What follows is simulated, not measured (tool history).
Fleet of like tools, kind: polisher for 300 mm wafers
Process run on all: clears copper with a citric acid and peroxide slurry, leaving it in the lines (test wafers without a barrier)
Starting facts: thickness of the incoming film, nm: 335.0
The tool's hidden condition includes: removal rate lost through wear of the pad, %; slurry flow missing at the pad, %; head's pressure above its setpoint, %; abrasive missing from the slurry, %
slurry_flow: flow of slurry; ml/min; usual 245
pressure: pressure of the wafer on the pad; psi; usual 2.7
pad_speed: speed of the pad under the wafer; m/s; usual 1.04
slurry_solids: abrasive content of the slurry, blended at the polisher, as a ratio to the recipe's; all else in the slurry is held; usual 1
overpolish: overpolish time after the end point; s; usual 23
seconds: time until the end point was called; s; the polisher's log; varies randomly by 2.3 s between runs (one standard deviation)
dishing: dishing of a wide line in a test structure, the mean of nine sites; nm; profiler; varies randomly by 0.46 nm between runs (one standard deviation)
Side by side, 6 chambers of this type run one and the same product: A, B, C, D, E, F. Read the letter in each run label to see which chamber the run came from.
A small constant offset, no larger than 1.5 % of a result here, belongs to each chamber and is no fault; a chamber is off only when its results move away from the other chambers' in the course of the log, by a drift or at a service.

| run | day | slurry_flow | pressure | pad_speed | slurry_solids | overpolish | wafers polished on this pad | hours since the slurry nozzle was cleaned | hours since the head pressure was calibrated | hours since the slurry blender was calibrated | seconds | dishing |
|---|---|---|---|---|---|---|---|---|---|---|---|---|
| 1D | 0.462 | 245 | 2.7 | 1.04 | 1 | 23 | 362 | 250.9 | 152.7 | 366.9 | 146.83 | 34.626 |
|  | 0.658 | chamber D: slurry nozzle cleaned |
| 2A | 0.946 | 245 | 2.7 | 1.04 | 1 | 23 | 486 | 455.9 | 747.5 | 111.5 | 147.64 | 34.163 |
| 3B | 1.183 | 245 | 2.7 | 1.04 | 1 | 23 | 359 | 208.9 | 283.9 | 180 | 139.59 | 33.476 |
| 4C | 1.404 | 245 | 2.7 | 1.04 | 1 | 23 | 701 | 559.2 | 56.7 | 214.8 | 141.58 | 33.534 |
| 5F | 1.75 | 245 | 2.7 | 1.04 | 1 | 23 | 451 | 536.4 | 1001.1 | 147.6 | 139.91 | 33.899 |
| 6E | 1.992 | 245 | 2.7 | 1.04 | 1 | 23 | 710 | 168.9 | 1188.8 | 406.7 | 143.55 | 33.763 |
|  | 2.154 | chamber A: slurry blender recalibrated |
|  | 2.171 | chamber B: slurry blender recalibrated |
| 7A | 2.433 | 245 | 2.7 | 1.04 | 1 | 23 | 784 | 491.6 | 783.2 | 6.7 | 141.14 | 35.353 |
| 8D | 2.821 | 245 | 2.7 | 0.76 | 1 | 36 | 835 | 52 | 209.3 | 423.5 | 195.07 | 37.517 |
| 9F | 3.125 | 245 | 2.7 | 0.76 | 1 | 36 | 727 | 569.4 | 1034.1 | 180.6 | 193.6 | 37.29 |
|  | 3.146 | chamber A: worn pad replaced by a new one |
|  | 3.179 | chamber C: slurry blender recalibrated |
|  | 3.379 | chamber D: slurry blender recalibrated |
|  | 3.417 | chamber F: worn pad replaced by a new one |
|  | 3.592 | chamber B: worn pad replaced by a new one |
| 10B | 3.604 | 245 | 2.7 | 0.76 | 1 | 36 | 2 | 267 | 342 | 34.4 | 186.16 | 37.633 |
|  | 3.75 | chamber C: worn pad replaced by a new one |
| 11E | 4.021 | 245 | 2.7 | 0.76 | 1 | 36 | 1117 | 217.6 | 1237.5 | 455.4 | 191.7 | 38.568 |
| 12C | 4.283 | 245 | 2.7 | 0.76 | 1 | 36 | 107 | 628.3 | 125.8 | 26.5 | 193.94 | 37.684 |
|  | 4.658 | chamber E: slurry blender recalibrated |
|  | 4.75 | chamber F: slurry blender recalibrated |
| 13A | 4.767 | 245 | 2.7 | 0.76 | 1 | 36 | 325 | 547.6 | 839.2 | 62.7 | 203.77 | 37.465 |
| 14F | 5.233 | 245 | 2.7 | 1.04 | 1 | 23 | 365 | 620 | 1084.7 | 11.6 | 141.32 | 34.048 |
| 15C | 5.5 | 245 | 2.7 | 1.04 | 1 | 23 | 351 | 657.5 | 155 | 55.7 | 138.95 | 33.373 |
| 16D | 5.804 | 245 | 2.7 | 1.04 | 1 | 23 | 1434 | 123.6 | 280.9 | 58.3 | 143.1 | 34.041 |
| 17E | 6.142 | 245 | 2.7 | 1.04 | 1 | 23 | 1542 | 268.5 | 1288.4 | 35.6 | 140.82 | 34.868 |
| 18B | 6.392 | 245 | 2.7 | 1.04 | 1 | 23 | 561 | 333.9 | 408.9 | 101.3 | 139.64 | 33.742 |
|  | 6.417 | chamber D: worn pad replaced by a new one |
|  | 6.529 | chamber E: worn pad replaced by a new one |
|  | 6.658 | chamber B: slurry nozzle cleaned |
| 19B | 6.658 | 245 | 1.9 | 1.26 | 1 | 23 | 615 | 0 | 415.3 | 107.7 | 162.01 | 29.593 |
|  | 6.767 | chamber A: slurry blender recalibrated |
| 20F | 6.892 | 245 | 1.9 | 1.26 | 1 | 23 | 698 | 659.8 | 1124.5 | 51.4 | 165.56 | 29.114 |
|  | 7.021 | chamber F: worn pad replaced by a new one |
| 21D | 7.321 | 245 | 1.9 | 1.26 | 1 | 23 | 182 | 160 | 317.3 | 94.7 | 167.41 | 29.95 |
| 22C | 7.683 | 245 | 1.9 | 1.26 | 1 | 23 | 789 | 709.9 | 207.4 | 108.1 | 161.19 | 29.354 |
|  | 7.754 | chamber B: worn pad replaced by a new one |
|  | 7.854 | chamber A: worn pad replaced by a new one |
| 23A | 8.004 | 245 | 1.9 | 1.26 | 1 | 23 | 30 | 625.3 | 916.9 | 29.7 | 167.68 | 29.375 |
|  | 8.2 | chamber B: head pressure recalibrated |
| 24E | 8.288 | 245 | 1.9 | 1.26 | 1 | 23 | 353 | 320 | 1339.9 | 87.1 | 163.81 | 30.482 |
| 25E | 8.579 | 245 | 2.7 | 1.04 | 1 | 23 | 411 | 327 | 1346.9 | 94.1 | 144.26 | 34.691 |
| 26C | 8.817 | 245 | 2.7 | 1.04 | 1.15 | 23 | 1017 | 737.1 | 234.6 | 135.3 | 140.01 | 34.699 |
| 27B | 9.217 | 245 | 2.7 | 1.04 | 1.15 | 23 | 293 | 61.4 | 24.4 | 169.1 | 134.46 | 35.478 |
| 28A | 9.696 | 245 | 2.7 | 1.04 | 1.15 | 23 | 370 | 665.9 | 957.5 | 70.3 | 143.28 | 34.857 |
|  | 9.9 | chamber C: worn pad replaced by a new one |
|  | 10.029 | chamber F: head pressure recalibrated |
| 29F | 10.133 | 245 | 2.7 | 1.04 | 1.15 | 23 | 624 | 737.6 | 2.6 | 129.2 | 133.42 | 34.524 |
|  | 10.221 | chamber F: worn pad replaced by a new one |
| 30D | 10.575 | 245 | 2.7 | 1.04 | 1.15 | 23 | 835 | 238.1 | 395.4 | 172.8 | 136.21 | 35.296 |
| 31E | 11.033 | 245 | 2.7 | 1.04 | 1.15 | 23 | 904 | 385.9 | 1405.8 | 153 | 137.51 | 34.462 |
|  | 11.304 | chamber A: slurry blender recalibrated |
| 32F | 11.338 | 245 | 2.7 | 1.04 | 1 | 23 | 224 | 766.5 | 31.5 | 158.1 | 141.14 | 33.649 |
| 33A | 11.642 | 245 | 2.7 | 1.04 | 1 | 23 | 760 | 712.6 | 1004.2 | 8.1 | 140.15 | 35.103 |
|  | 11.675 | chamber B: slurry blender recalibrated |
| 34D | 12.029 | 245 | 2.7 | 1.04 | 1 | 23 | 1126 | 273 | 430.3 | 207.7 | 142.73 | 33.407 |
| 35C | 12.408 | 245 | 2.7 | 1.04 | 1 | 23 | 504 | 823.3 | 320.8 | 221.5 | 144.5 | 33.885 |
|  | 12.704 | chamber B: worn pad replaced by a new one |
| 36B | 12.75 | 245 | 3.5 | 1.04 | 1 | 23 | 9 | 146.2 | 109.2 | 25.9 | 107.34 | 41.147 |

Next, all 6 chambers run the settings below, one line each with question marks for the results. What does each chamber give?
| 37A | 13.104 | 245 | 2.7 | 1.04 | 1 | 36 |  |  |  |  | ? | ? |
| 37B | 13.104 | 245 | 2.7 | 1.04 | 1 | 36 |  |  |  |  | ? | ? |
| 37C | 13.104 | 245 | 2.7 | 1.04 | 1 | 36 |  |  |  |  | ? | ? |
| 37D | 13.104 | 245 | 2.7 | 1.04 | 1 | 36 |  |  |  |  | ? | ? |
| 37E | 13.104 | 245 | 2.7 | 1.04 | 1 | 36 |  |  |  |  | ? | ? |
| 37F | 13.104 | 245 | 2.7 | 1.04 | 1 | 36 |  |  |  |  | ? | ? |

| run | seconds | dishing |
|---|---|---|
| 37A | 143.41 | 47.594 |
| 37B | 137.62 | 46.975 |
| 37C | 142.08 | 46.868 |
| 37D | 144.86 | 48.376 |
| 37E | 141.57 | 47.766 |
| 37F | 148.16 | 45.893 |

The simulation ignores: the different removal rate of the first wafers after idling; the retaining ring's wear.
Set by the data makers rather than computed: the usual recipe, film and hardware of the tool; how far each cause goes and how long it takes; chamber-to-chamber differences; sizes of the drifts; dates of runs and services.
